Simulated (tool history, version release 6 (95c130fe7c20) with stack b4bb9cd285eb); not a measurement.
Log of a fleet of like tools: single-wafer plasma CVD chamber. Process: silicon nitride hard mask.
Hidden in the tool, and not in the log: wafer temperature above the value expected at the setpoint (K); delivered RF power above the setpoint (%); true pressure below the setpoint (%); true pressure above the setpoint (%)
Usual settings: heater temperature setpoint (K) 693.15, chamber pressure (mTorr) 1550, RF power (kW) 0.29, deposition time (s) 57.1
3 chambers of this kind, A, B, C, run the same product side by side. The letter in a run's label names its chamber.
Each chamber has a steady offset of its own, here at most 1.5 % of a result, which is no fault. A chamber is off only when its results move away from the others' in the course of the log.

run,hour,heater temperature setpoint (K),chamber pressure (mTorr),RF power (kW),deposition time (s),hours since the last thermocouple change,hours since the last RF generator calibration,hours since the last manometer calibration,"read-back reference wafer on the same gauge, thickness_nm",mean film thickness on the monitor wafer (angstrom)
1C,4.2,693.15,1550,0.29,57.1,559,1036,1782.2,56.394,634.78
2A,7.8,693.15,1550,0.29,57.1,1242.3,446.6,2504.4,56.376,631.41
3B,10.3,693.15,1550,0.29,57.1,157.7,519.8,583.5,56.373,639.64
4A,13.2,693.15,1550,0.29,57.1,1247.7,452,2509.8,56.383,631.53
5B,17,693.15,1550,0.29,57.1,164.4,526.5,590.2,56.355,638.95
6C,21.5,693.15,1550,0.29,57.1,576.3,1053.3,1799.5,56.329,631.36
7B,25.1,693.15,1550,0.29,57.1,172.5,534.6,598.3,56.349,639.33
8C,27.5,693.15,1550,0.29,57.1,582.3,1059.3,1805.5,56.332,634.85
9A,30.2,693.15,1550,0.29,57.1,1264.7,469,2526.8,56.311,629.57
10A,34.1,693.15,1550,0.29,57.1,1268.6,472.9,2530.7,56.299,632.18
11C,37.2,693.15,1550,0.29,57.1,592,1069,1815.2,56.287,632.1
12B,40.1,693.15,1550,0.29,57.1,187.5,549.6,613.3,56.29,640.4
13A,43.7,693.15,1550,0.29,57.1,1278.2,482.5,2540.3,56.253,629.13
14B,47,693.15,1550,0.29,57.1,194.4,556.5,620.2,56.257,638.82
15C,51,693.15,1550,0.29,57.1,605.8,1082.8,1829,56.25,631.5
16C,54.9,693.15,1800,0.29,57.1,609.7,1086.7,1832.9,56.253,660.57
17B,58.6,693.15,1800,0.29,57.1,206,568.1,631.8,56.197,666.64
18A,61.3,693.15,1800,0.29,57.1,1295.8,500.1,2557.9,56.228,658.34
19C,64.5,693.15,1550,0.29,57.1,619.3,1096.3,1842.5,56.202,631.53
20B,66.6,693.15,1550,0.24,57.1,214,576.1,639.8,56.228,556.16
21A,71.1,693.15,1550,0.24,57.1,1305.6,509.9,2567.7,56.169,551.65
22C,73.3,693.15,1550,0.24,57.1,628.1,1105.1,1851.3,56.194,552.18
23A,77.8,693.15,1550,0.29,57.1,1312.3,516.6,2574.4,56.153,628.25
24B,80.4,686.15,1550,0.29,61.6,227.8,589.9,653.6,56.141,690.51
25A,83.7,686.15,1550,0.29,61.6,1318.2,522.5,2580.3,56.132,681.38
26C,87,686.15,1550,0.29,61.6,641.8,1118.8,1865,56.153,681.73
27B,91.1,693.15,1550,0.29,57.1,238.5,600.6,664.3,56.14,635.98
28A,93.5,693.15,1550,0.29,57.1,1328,532.3,2590.1,56.115,628.35
29B,97.7,693.15,1550,0.29,57.1,245.1,607.2,670.9,56.11,636.62
30C,100,693.15,1550,0.29,57.1,654.8,1131.8,1878,56.089,631.44
31C,104.3,693.15,1550,0.29,57.1,659.1,1136.1,1882.3,56.088,631.66
32A,106.8,693.15,1550,0.29,57.1,1341.3,545.6,2603.4,56.111,626.09
33B,109.7,693.15,1550,0.29,57.1,257.1,619.2,682.9,56.083,637.62
34A,112.8,693.15,1550,0.29,57.1,1347.3,551.6,2609.4,56.062,627.32

What goes on in this fleet: one chamber off, a drifting gauge, or nothing beyond the chambers' own small offsets? Name the chamber and the cause, if any.

The gauge drifts, so all chambers seem to drift together. No chamber is off.
Cause: gauge reads low (%) = 0.608.
